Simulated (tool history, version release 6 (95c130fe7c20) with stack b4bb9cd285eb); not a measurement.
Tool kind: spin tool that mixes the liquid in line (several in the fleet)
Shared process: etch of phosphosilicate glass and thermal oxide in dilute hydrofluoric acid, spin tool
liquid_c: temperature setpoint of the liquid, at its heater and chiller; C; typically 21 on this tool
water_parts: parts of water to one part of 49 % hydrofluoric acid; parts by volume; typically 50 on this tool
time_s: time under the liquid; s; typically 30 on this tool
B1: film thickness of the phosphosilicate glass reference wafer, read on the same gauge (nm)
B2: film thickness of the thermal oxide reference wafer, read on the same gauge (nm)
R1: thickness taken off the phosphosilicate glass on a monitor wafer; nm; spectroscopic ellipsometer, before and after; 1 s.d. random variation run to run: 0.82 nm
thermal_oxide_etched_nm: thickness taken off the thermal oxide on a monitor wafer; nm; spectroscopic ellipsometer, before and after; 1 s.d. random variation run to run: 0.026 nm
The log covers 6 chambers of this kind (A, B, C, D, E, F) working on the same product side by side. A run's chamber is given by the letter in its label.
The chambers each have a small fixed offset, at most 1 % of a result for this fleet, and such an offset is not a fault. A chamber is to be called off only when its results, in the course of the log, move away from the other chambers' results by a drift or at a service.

Run 1B, day 0.412: usual settings; B1 90.016; B2 49.968. Result: R1 111.59 nm, thermal_oxide_etched_nm 2.6882 nm.
Run 2C, day 0.696: usual settings; B1 90.002; B2 50.046. Result: R1 112.24 nm, thermal_oxide_etched_nm 2.6874 nm.
Run 3F, day 0.983: usual settings; B1 89.985; B2 49.959. Result: R1 113.1 nm, thermal_oxide_etched_nm 2.683 nm.
Run 4D, day 1.483: usual settings; B1 89.998; B2 50.03. Result: R1 112.4 nm, thermal_oxide_etched_nm 2.7289 nm.
Run 5A, day 1.938: usual settings; B1 89.991; B2 49.984. Result: R1 112.8 nm, thermal_oxide_etched_nm 2.7285 nm.
Run 6E, day 2.45: usual settings; B1 90.016; B2 50.034. Result: R1 112.34 nm, thermal_oxide_etched_nm 2.6963 nm.
Run 7D, day 2.925: usual settings; B1 90.025; B2 49.991. Result: R1 112.91 nm, thermal_oxide_etched_nm 2.646 nm.
Run 8E, day 3.446: usual settings; B1 90.019; B2 49.945. Result: R1 112 nm, thermal_oxide_etched_nm 2.7378 nm.
Run 9B, day 3.738: usual settings; B1 89.972; B2 49.968. Result: R1 112.84 nm, thermal_oxide_etched_nm 2.6622 nm.
Run 10F, day 4.171: usual settings; B1 89.984; B2 49.975. Result: R1 114.03 nm, thermal_oxide_etched_nm 2.6574 nm.
Run 11A, day 4.771: usual settings; B1 90.001; B2 49.98. Result: R1 113.53 nm, thermal_oxide_etched_nm 2.6626 nm.
At day 5.088: chamber C: thermometer replaced.
Run 12C, day 5.312: usual settings; B1 89.969; B2 50.039. Result: R1 113.69 nm, thermal_oxide_etched_nm 2.6751 nm.
Run 13A, day 5.717: usual settings; B1 89.996; B2 50.038. Result: R1 113 nm, thermal_oxide_etched_nm 2.7249 nm.
Run 14E, day 6.083: usual settings; B1 89.993; B2 49.99. Result: R1 113.46 nm, thermal_oxide_etched_nm 2.6878 nm.
Run 15B, day 6.45: usual settings; B1 90.015; B2 49.954. Result: R1 111.6 nm, thermal_oxide_etched_nm 2.677 nm.
Run 16C, day 6.954: usual settings; B1 90.002; B2 49.975. Result: R1 114.11 nm, thermal_oxide_etched_nm 2.6869 nm.
Run 17D, day 7.496: usual settings; B1 89.991; B2 49.967. Result: R1 113.78 nm, thermal_oxide_etched_nm 2.7038 nm.
Run 18F, day 7.992: usual settings; B1 90; B2 50.042. Result: R1 113.66 nm, thermal_oxide_etched_nm 2.6915 nm.
Run 19A, day 8.508: usual settings; B1 89.986; B2 49.961. Result: R1 114.2 nm, thermal_oxide_etched_nm 2.6814 nm.
Run 20D, day 9.054: usual settings but liquid_c 18 C, time_s 40 s; B1 90; B2 49.995. Result: R1 134.06 nm, thermal_oxide_etched_nm 3.2004 nm.
Run 21F, day 9.6: usual settings but liquid_c 18 C, time_s 40 s; B1 89.956; B2 50.002. Result: R1 133.21 nm, thermal_oxide_etched_nm 3.1791 nm.
Run 22B, day 10.025: usual settings but liquid_c 18 C, time_s 40 s; B1 89.975; B2 50.028. Result: R1 130.99 nm, thermal_oxide_etched_nm 3.17 nm.
Run 23E, day 10.312: usual settings but liquid_c 18 C, time_s 40 s; B1 90.005; B2 50.006. Result: R1 132.86 nm, thermal_oxide_etched_nm 3.2146 nm.
Run 24C, day 10.8: usual settings but liquid_c 18 C, time_s 40 s; B1 90.032; B2 50.001. Result: R1 133.81 nm, thermal_oxide_etched_nm 3.1558 nm.
Run 25D, day 11.2: usual settings but liquid_c 18 C, time_s 40 s; B1 89.996; B2 50.002. Result: R1 132.28 nm, thermal_oxide_etched_nm 3.2079 nm.
Run 26F, day 11.692: usual settings; B1 90.002; B2 49.979. Result: R1 112.82 nm, thermal_oxide_etched_nm 2.7318 nm.
Run 27C, day 12.279: usual settings; B1 89.998; B2 49.999. Result: R1 111.83 nm, thermal_oxide_etched_nm 2.681 nm.
Run 28E, day 12.721: usual settings; B1 89.996; B2 49.999. Result: R1 112.82 nm, thermal_oxide_etched_nm 2.7388 nm.
Run 29A, day 13.179: usual settings; B1 90.016; B2 50.04. Result: R1 112.49 nm, thermal_oxide_etched_nm 2.6956 nm.
Run 30B, day 13.729: usual settings; B1 89.983; B2 50. Result: R1 111.55 nm, thermal_oxide_etched_nm 2.6809 nm.
Run 31A, day 14.038: usual settings; B1 90.013; B2 49.961. Result: R1 112.22 nm, thermal_oxide_etched_nm 2.6666 nm.
Run 32B, day 14.421: usual settings; B1 89.992; B2 50.004. Result: R1 111.23 nm, thermal_oxide_etched_nm 2.7358 nm.
Run 33C, day 14.854: usual settings but liquid_c 19 C, time_s 15 s; B1 90.017; B2 50.006. Result: R1 51.854 nm, thermal_oxide_etched_nm 1.2417 nm.
Run 34E, day 15.288: usual settings but liquid_c 19 C, time_s 15 s; B1 89.979; B2 50.031. Result: R1 51.683 nm, thermal_oxide_etched_nm 1.2091 nm.
Run 35D, day 15.712: usual settings but liquid_c 19 C, time_s 15 s; B1 89.987; B2 50.019. Result: R1 51.386 nm, thermal_oxide_etched_nm 1.2641 nm.
Run 36F, day 16.283: usual settings but liquid_c 19 C, time_s 15 s; B1 89.992; B2 50.005. Result: R1 52.184 nm, thermal_oxide_etched_nm 1.2116 nm.
At day 16.417: chamber F: hydrofluoric acid flow meter replaced.
Run 37F, day 16.758: usual settings but liquid_c 19 C, time_s 15 s; B1 89.995; B2 49.969. Result: R1 51.473 nm, thermal_oxide_etched_nm 1.2353 nm.
Run 38A, day 17.183: usual settings but liquid_c 19 C, time_s 15 s; B1 89.97; B2 50.065. Result: R1 52.048 nm, thermal_oxide_etched_nm 1.2373 nm.
Run 39C, day 17.488: usual settings; B1 90.01; B2 50.051. Result: R1 114.15 nm, thermal_oxide_etched_nm 2.6694 nm.
Run 40E, day 17.954: usual settings; B1 89.98; B2 49.966. Result: R1 112.09 nm, thermal_oxide_etched_nm 2.6375 nm.
Run 41D, day 18.554: usual settings; B1 89.991; B2 50.058. Result: R1 113.75 nm, thermal_oxide_etched_nm 2.6923 nm.

Does one chamber stand apart from the rest, does the shared gauge drift, or is all well apart from small per-chamber offsets? Give the chamber and the most likely cause, where there is one.

No chamber is off and the gauge is stable; the differences are just each chamber's small, constant offset.

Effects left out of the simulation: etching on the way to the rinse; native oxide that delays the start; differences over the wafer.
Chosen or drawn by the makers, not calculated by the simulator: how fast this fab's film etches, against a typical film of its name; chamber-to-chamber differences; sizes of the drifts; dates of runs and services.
